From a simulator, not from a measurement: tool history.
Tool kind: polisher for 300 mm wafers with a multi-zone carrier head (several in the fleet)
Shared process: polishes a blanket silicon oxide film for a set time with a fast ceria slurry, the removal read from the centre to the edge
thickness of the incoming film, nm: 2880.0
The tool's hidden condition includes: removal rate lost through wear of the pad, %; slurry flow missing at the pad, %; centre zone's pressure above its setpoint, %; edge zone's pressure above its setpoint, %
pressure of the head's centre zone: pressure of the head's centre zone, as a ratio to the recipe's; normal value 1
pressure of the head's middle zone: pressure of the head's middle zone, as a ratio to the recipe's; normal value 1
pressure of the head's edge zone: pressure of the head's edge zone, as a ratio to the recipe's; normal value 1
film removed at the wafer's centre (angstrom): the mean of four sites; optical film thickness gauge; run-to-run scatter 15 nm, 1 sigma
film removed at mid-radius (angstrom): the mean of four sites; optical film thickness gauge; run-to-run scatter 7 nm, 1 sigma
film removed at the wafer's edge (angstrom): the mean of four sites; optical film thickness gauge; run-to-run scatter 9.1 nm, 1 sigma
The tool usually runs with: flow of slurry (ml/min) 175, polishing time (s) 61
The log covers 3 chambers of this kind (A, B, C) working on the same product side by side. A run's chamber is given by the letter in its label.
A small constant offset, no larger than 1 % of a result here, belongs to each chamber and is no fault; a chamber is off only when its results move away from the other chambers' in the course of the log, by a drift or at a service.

run,day,flow of slurry (ml/min),pressure of the head's centre zone,pressure of the head's middle zone,pressure of the head's edge zone,polishing time (s),wafers polished on this pad,hours since the slurry nozzle was cleaned,hours since the centre zone pressure was calibrated,hours since the edge zone pressure was calibrated,film removed at the wafer's centre (angstrom),film removed at mid-radius (angstrom),film removed at the wafer's edge (angstrom)
1B,0.254,175,1,1,1,61,130,237.7,247,753.9,11475,11452,11536
2A,0.567,175,1,1,1,61,1118,388.8,547.5,487.9,11455,11516,11462
3C,0.804,175,1,1,1,61,509,23.2,753.3,127.1,11386,11543,11281
# day 0.879: chamber A: worn pad replaced by a new one
4A,1.175,175,1,1,1,61,82,403.4,562.1,502.5,11315,11426,11464
# day 1.442: chamber A: slurry nozzle cleaned
5C,1.512,175,1,1,1,73,705,40.2,770.3,144.1,13447,13618,13647
6B,1.846,175,1,1,1,73,571,275.9,285.2,792.1,13865,13743,13787
# day 1.85: chamber B: worn pad replaced by a new one
7A,2.196,175,1,1,1,73,364,18.2,586.6,527,13528,13629,13793
8B,2.442,175,1,1,1,61,164,290.2,299.5,806.4,11532,11492,11753
9C,2.671,175,1,1,1,61,1025,68,798.1,171.9,11511,11433,11562
10C,2.983,120,1,1,1.09,61,1112,75.5,805.6,179.4,10359,10494,11222
11B,3.158,120,1,1,1.09,61,363,307.4,316.7,823.6,10602,10575,11372
12A,3.5,120,1,1,1.09,61,725,49.5,617.9,558.3,10463,10461,11300
# day 3.504: chamber C: worn pad replaced by a new one
13A,3.862,175,1,1,1,61,826,58.2,626.6,567,11611,11415,11478
14C,4.108,175,1,1,1,61,167,102.5,832.6,206.4,11349,11465,11450
# day 4.217: chamber B: worn pad replaced by a new one
15B,4.471,175,1,1,1,61,70,338.9,348.2,855.1,11535,11388,11576
# day 4.617: chamber C: centre zone pressure recalibrated
16C,4.662,175,1,1,1,61,320,115.8,1.2,219.7,12949,11438,11365
# day 4.75: chamber A: worn pad replaced by a new one
17A,4.862,175,1,1,1,44,31,82.2,650.6,591,8166.2,8221.2,8313.6
18B,5.221,175,1,1,1,44,278,356.9,366.2,873.1,8040.7,8275.8,8295
19B,5.388,175,1,1,1,44,324,360.9,370.2,877.1,8277.1,8239.5,8309.5
20C,5.733,175,1,1,1,61,617,141.5,26.9,245.4,12660,11270,11377
21A,5.962,175,1,1,1,61,335,108.6,677,617.4,11515,11311,11466
22C,6.283,175,1,1,1,61,769,154.7,40.1,258.6,12932,11461,11400
# day 6.362: chamber B: worn pad replaced by a new one
23A,6.454,175,1,1,1,61,472,120.4,688.8,629.2,11479,11593,11537
24B,6.808,175,1.05,1,1,69,123,395,404.3,911.2,13576,12966,13115
25C,7.088,175,1.05,1,1,69,991,174,59.4,277.9,15156,12906,12819
26A,7.417,175,1.05,1,1,69,738,143.5,711.9,652.3,13562,12857,13097
# day 7.612: chamber B: centre zone pressure recalibrated
27B,7.621,175,1,1,1,61,348,414.5,0.3,930.7,11272,11501,11699
28A,7.9,175,1,1,1,61,872,155.1,723.5,663.9,11308,11379,11418
29C,8.25,175,1,1,1,61,1313,201.9,87.3,305.8,12283,11339,11265

All 3 chambers run these settings next. Forecast each chamber's results:
30A,8.521,175,1,1,1,61,,,,,?,?,?
30B,8.521,175,1,1,1,61,,,,,?,?,?
30C,8.521,175,1,1,1,61,,,,,?,?,?

run,film removed at the wafer's centre (angstrom),film removed at mid-radius (angstrom),film removed at the wafer's edge (angstrom)
30A,11123,11407,11283
30B,11527,11399,11417
30C,12608,11202,11458
